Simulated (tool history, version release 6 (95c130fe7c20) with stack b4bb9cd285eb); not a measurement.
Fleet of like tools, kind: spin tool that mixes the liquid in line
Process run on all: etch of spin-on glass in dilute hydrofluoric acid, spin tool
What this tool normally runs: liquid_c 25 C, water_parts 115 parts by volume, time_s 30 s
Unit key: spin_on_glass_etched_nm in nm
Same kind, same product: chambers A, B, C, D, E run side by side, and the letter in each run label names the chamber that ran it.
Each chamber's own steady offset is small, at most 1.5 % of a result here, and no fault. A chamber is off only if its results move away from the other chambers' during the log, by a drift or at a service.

run     day  liquid_c  water_parts  time_s  hours since the thermometer was replaced  hours since the hydrofluoric acid flow meter was replaced  read-back film thickness of the spin-on glass reference wafer, read on the same gauge (nm)  spin_on_glass_etched_nm
 1E   0.388        25          115      30                                     354.2                                                       1295                                                                                      70.014                   18.569
 2C    0.65        25          115      30                                     635.1                                                     2425.1                                                                                      70.009                   18.202
 3B   1.108        25          115      30                                     450.6                                                      495.7                                                                                      70.033                   18.133
 4D   1.483        25          115      30                                    1295.7                                                     1199.9                                                                                      69.996                   18.532
 5A   1.975        25          115      30                                     267.4                                                      853.9                                                                                      70.004                   17.938
 6A   2.238        25          115      30                                     273.7                                                      860.2                                                                                       70.01                   18.135
 7D    2.75        25          115      30                                    1326.1                                                     1230.3                                                                                      69.995                   18.453
 8C   3.183      29.5          115      25                                     695.9                                                     2485.9                                                                                      69.989                   17.938
 9E   3.512      29.5          115      25                                     429.2                                                       1370                                                                                      69.996                    18.12
      3.708  -- chamber E: hydrofluoric acid flow meter replaced
10B   4.012      29.5          115      25                                     520.3                                                      565.4                                                                                      70.022                    17.98
11C   4.317      29.5          115      25                                     723.1                                                     2513.1                                                                                      70.012                   18.077
12A   4.838      29.5          115      25                                     336.1                                                      922.6                                                                                      69.996                   17.822
13B   5.342        25          115      30                                     552.2                                                      597.3                                                                                      69.997                   18.072
14D   5.829        25          115      30                                      1400                                                     1304.2                                                                                      70.001                   18.545
15E   6.246        25          150      40                                     494.8                                                         61                                                                                      69.993                   18.131
16B     6.5        25          150      40                                       580                                                      625.1                                                                                      70.017                   17.857
17D   6.792        25          150      40                                    1423.1                                                     1327.3                                                                                      69.979                   18.123
18C   7.046        25          150      40                                     788.6                                                     2578.6                                                                                      69.985                   17.874
      7.217  -- chamber B: hydrofluoric acid flow meter replaced
19A   7.458        25          150      40                                       399                                                      985.5                                                                                      70.013                   17.639
20E   7.783      27.5          170      30                                     531.7                                                       97.9                                                                                      69.998                    12.75
21C   8.196      27.5          170      30                                     816.2                                                     2606.2                                                                                      69.997                   12.629
22D   8.562      27.5          170      30                                    1465.6                                                     1369.8                                                                                      69.991                   12.864
23A   8.896      27.5          170      30                                     433.5                                                       1020                                                                                      70.006                   12.461
24B   9.308      27.5          170      30                                     647.4                                                       50.3                                                                                      69.986                   12.545
25E   9.575        25          115      30                                     574.7                                                      140.9                                                                                      69.993                   18.291
      9.758  -- chamber E: thermometer replaced
26A   9.896        25          115      30                                     457.5                                                       1044                                                                                      69.996                   18.158
27B    10.2        25          115      30                                     668.8                                                       71.7                                                                                      70.008                   18.142
28C  10.525        25          115      30                                     872.1                                                     2662.1                                                                                      69.999                   18.159
29E   11.05        25          115      30                                        31                                                      176.3                                                                                       69.98                   18.427
30D   11.55        25          115      30                                    1537.3                                                     1441.5                                                                                      69.999                   18.539
31A  11.779      28.5          115      20                                     502.7                                                     1089.2                                                                                      69.972                   13.725

Next, every chamber runs the same settings. What will each give?
32A  12.154        25          115      30                                                                                                                                                                                                                         ?
32B  12.154        25          115      30                                                                                                                                                                                                                         ?
32C  12.154        25          115      30                                                                                                                                                                                                                         ?
32D  12.154        25          115      30                                                                                                                                                                                                                         ?
32E  12.154        25          115      30                                                                                                                                                                                                                         ?

run  spin_on_glass_etched_nm
32A                   18.051
32B                   18.171
32C                   18.047
32D                   18.355
32E                   18.352

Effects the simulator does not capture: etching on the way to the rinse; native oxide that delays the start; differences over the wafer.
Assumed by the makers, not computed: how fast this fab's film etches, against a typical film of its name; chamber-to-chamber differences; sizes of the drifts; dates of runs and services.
